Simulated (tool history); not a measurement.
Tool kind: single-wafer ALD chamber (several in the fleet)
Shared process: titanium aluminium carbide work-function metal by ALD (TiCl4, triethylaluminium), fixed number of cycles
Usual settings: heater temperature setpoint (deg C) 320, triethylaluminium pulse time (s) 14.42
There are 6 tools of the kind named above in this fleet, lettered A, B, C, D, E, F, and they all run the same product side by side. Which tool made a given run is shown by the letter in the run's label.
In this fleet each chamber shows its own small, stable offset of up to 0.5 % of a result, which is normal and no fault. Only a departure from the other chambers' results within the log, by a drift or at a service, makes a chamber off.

run	hour	heater temperature setpoint (deg C)	triethylaluminium pulse time (s)	read-back reference wafer on the same gauge, thickness_nm	mean film thickness on the monitor wafer (Å)
1A	3.5	320	14.42	1.9896	22.303
2D	6.3	320	14.42	1.9903	22.34
3F	12	320	14.42	1.9894	22.374
4C	15.5	320	14.42	1.9893	22.397
# hour 21.1: chamber D: triethylaluminium bottle replaced
5E	21.1	320	14.42	1.988	22.218
6B	26.1	320	14.42	1.9873	22.259
7E	31.3	320	14.42	1.9875	22.274
8C	36.9	320	14.42	1.987	22.381
9D	39.7	328	14.42	1.9861	23.035
10B	42.7	328	14.42	1.9869	22.867
11F	47.1	328	14.42	1.9859	23.071
12A	52	328	14.42	1.9858	22.915
13C	55.2	328	14.42	1.986	23.087
14E	59.9	328	14.42	1.9849	22.867
15D	64.6	320	14.42	1.9848	22.337
16B	67.8	320	14.42	1.9853	22.159
17A	72.6	320	14.42	1.9839	22.254
18F	76.7	310	18.48	1.9845	21.516
19D	79.4	310	18.48	1.9837	21.48
20B	82.6	310	18.48	1.9839	21.402
21F	87.8	310	18.48	1.9826	21.553
22A	93.5	310	18.48	1.9822	21.431
23E	96.1	310	18.48	1.9826	21.402
24C	99.3	320	14.42	1.9814	22.323
25B	103.3	320	14.42	1.9817	22.203
26A	108.2	320	14.42	1.982	22.151
27F	113.3	320	14.42	1.9799	22.259
28C	117.1	330	16.67	1.9803	23.256
29D	122.9	330	16.67	1.9812	23.17
30E	127.4	330	16.67	1.9799	23.119
31F	130.8	330	16.67	1.9797	23.339
32E	134.7	330	16.67	1.9788	23.151
33C	139.1	330	16.67	1.979	23.254
34D	144.9	320	14.42	1.9794	22.26
35A	149.7	320	14.42	1.9782	22.102
36B	153.1	320	14.42	1.9789	22.047
37E	157	320	14.42	1.9777	22.104
38D	162.3	320	14.42	1.9775	22.213
39B	166.6	320	14.42	1.9771	22.067
# hour 169.7: chamber F: thermocouple changed; heater temperature recalibrated
40F	172.2	320	14.42	1.9763	22.27

Has any chamber moved away from the others, gradually or after a service, or does the common gauge drift, or do the chambers differ only by their own small steady offsets? State the chamber and the most likely cause if one applies.

No chamber is off; the gauge reading every chamber's wafers drifts, which makes the whole fleet appear to move together.
Likeliest cause: gauge reads low (%) = 0.683.
